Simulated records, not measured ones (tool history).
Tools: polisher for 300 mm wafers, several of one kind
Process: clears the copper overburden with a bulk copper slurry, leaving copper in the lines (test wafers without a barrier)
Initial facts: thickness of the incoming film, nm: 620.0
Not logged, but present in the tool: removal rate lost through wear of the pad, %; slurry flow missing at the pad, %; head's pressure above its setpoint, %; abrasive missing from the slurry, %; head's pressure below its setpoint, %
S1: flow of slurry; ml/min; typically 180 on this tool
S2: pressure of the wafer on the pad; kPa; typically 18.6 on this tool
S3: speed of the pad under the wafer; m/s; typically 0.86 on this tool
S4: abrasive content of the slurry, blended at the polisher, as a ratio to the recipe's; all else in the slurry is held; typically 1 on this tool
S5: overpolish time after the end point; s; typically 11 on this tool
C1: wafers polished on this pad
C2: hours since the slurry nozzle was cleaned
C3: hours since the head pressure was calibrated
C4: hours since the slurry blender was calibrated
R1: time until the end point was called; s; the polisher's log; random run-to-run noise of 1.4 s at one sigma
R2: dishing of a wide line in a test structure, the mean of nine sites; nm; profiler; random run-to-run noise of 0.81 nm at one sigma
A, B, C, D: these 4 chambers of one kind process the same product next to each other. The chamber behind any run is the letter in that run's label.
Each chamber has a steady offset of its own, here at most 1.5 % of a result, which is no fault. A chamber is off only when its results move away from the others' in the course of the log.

run   hour   S1    S2    S3    S4  S5    C1     C2     C3     C4      R1      R2
         4  -- chamber C: slurry blender recalibrated
 1B    9.2  180  18.6  0.86     1  11   103  246.9  626.6   27.1  71.172  51.045
 2A   14.1  180  18.6  0.86     1  11   334  194.1  590.6   56.5  73.554  50.762
 3C     24  180  18.6  0.86     1  11   223  156.7  382.2   20.1  72.221  52.156
      28.1  -- chamber D: worn pad replaced by a new one
 4D   31.4  180  18.6  0.86     1  11    25  474.4  286.8  251.8  71.206  48.466
 5D   37.5  180  18.6  0.86     1  11    73  480.5  292.9  257.9   75.53  51.744
 6C   43.8  180  18.6  0.86     1  11   378  176.5    402   39.9  74.925  51.704
 7B   51.7  180  18.6  0.86     1  11   437  289.4  669.1   69.6  74.624  51.716
      55.7  -- chamber A: worn pad replaced by a new one
 8A   61.4  180  18.6  0.86     1  11    45  241.4  637.9  103.8  73.945  50.888
      67.7  -- chamber A: slurry blender recalibrated
 9B   68.8  180  18.6  0.86     1  11   572  306.5  686.2   86.7   74.93  49.772
10A   73.5  180  18.6  0.86     1  11   140  253.5    650    5.9    73.3  51.174
11D   79.9  180  18.6  0.86     1  11   407  522.9  335.3  300.3  73.698  51.247
      82.8  -- chamber B: worn pad replaced by a new one
12C     85  180  18.6  0.86     1  11   702  217.7  443.2   81.1  74.864  52.111
13C   89.6  180  18.6  0.86     1  11   738  222.3  447.8   85.7  75.925  51.889
14D   95.7  180  18.6  0.86     1  11   531  538.7  351.1  316.1  77.389  50.905
15B    103  180  18.6  0.86     1  11   159  340.7  720.4  120.9  77.281  51.122
16A  113.3  180  18.6  0.86     1  11   453  293.3  689.8   45.7  75.018  51.696
     114.2  -- chamber C: worn pad replaced by a new one
17A  120.6  180  18.6  0.86     1  11   510  300.6  697.1     53  76.792  48.657
     128.7  -- chamber D: worn pad replaced by a new one
18C  129.1  230  21.4  0.86     1  11   117  261.8  487.3  125.2  64.184  56.864
     130.7  -- chamber A: slurry nozzle cleaned
       132  -- chamber A: head pressure recalibrated
19B  134.9  230  21.4  0.86     1  11   410  372.6  752.3  152.8  62.426  56.011
     136.1  -- chamber A: worn pad replaced by a new one
20D  141.7  230  21.4  0.86     1  11   102  584.7  397.1  362.1  64.692  57.239
     151.2  -- chamber B: worn pad replaced by a new one
21A  151.3  230  21.4  0.86     1  11   119   20.7   19.4   83.7  63.033  57.641
22B  157.2  180  18.6  0.86     1  11    47  394.9  774.6  175.1  72.074  51.291
23C  164.4  180  18.6  0.86     1  11   394  297.1  522.6  160.5   74.01  50.209
24D  174.4  180  18.6  0.86  0.75  11   359  617.4  429.8  394.8  79.723  49.062
25C  183.1  180  18.6  0.86  0.75  11   541  315.8  541.3  179.2  78.119  46.992
     184.7  -- chamber A: slurry blender recalibrated
26D    192  180  18.6  0.86  0.75  11   497    635  447.4  412.4  79.297  47.832
     194.8  -- chamber B: head pressure recalibrated
27A  201.3  180  18.6  0.86  0.75  11   512   70.7   69.4   16.6  79.253   50.26
     204.7  -- chamber C: slurry nozzle cleaned
     204.9  -- chamber B: slurry blender recalibrated
28B  208.1  180  18.6  0.86     1  11   447  445.8   13.3    3.3  71.939  50.606
     208.5  -- chamber A: worn pad replaced by a new one
29B  213.8  180  18.6  0.86   0.8   7   492  451.5     19      9  76.094  35.437
30A  219.5  180  18.6  0.86   0.8   7    87   88.9   87.6   34.8  75.985  36.042
31D  228.3  180  18.6  0.86   0.8   7   783  671.3  483.7  448.7  77.845  34.976
32C  237.3  180  18.6  0.86   0.8   7   967   32.6  595.5  233.4   80.67  35.218
     241.1  -- chamber D: worn pad replaced by a new one
33C  247.8  180  18.6  0.86     1  11  1050   43.1    606  243.9  73.818  51.439
34D  255.3  180  18.6  0.86     1  11   112  698.3  510.7  475.7  73.235  51.886

Read the log: is a single chamber off, either drifting away or since a service, is the gauge that measures every chamber drifting, or is nothing wrong beyond small per-chamber offsets? Name any odd chamber and what most likely caused it.

No chamber is off and the gauge is stable; the differences are just each chamber's small, constant offset.
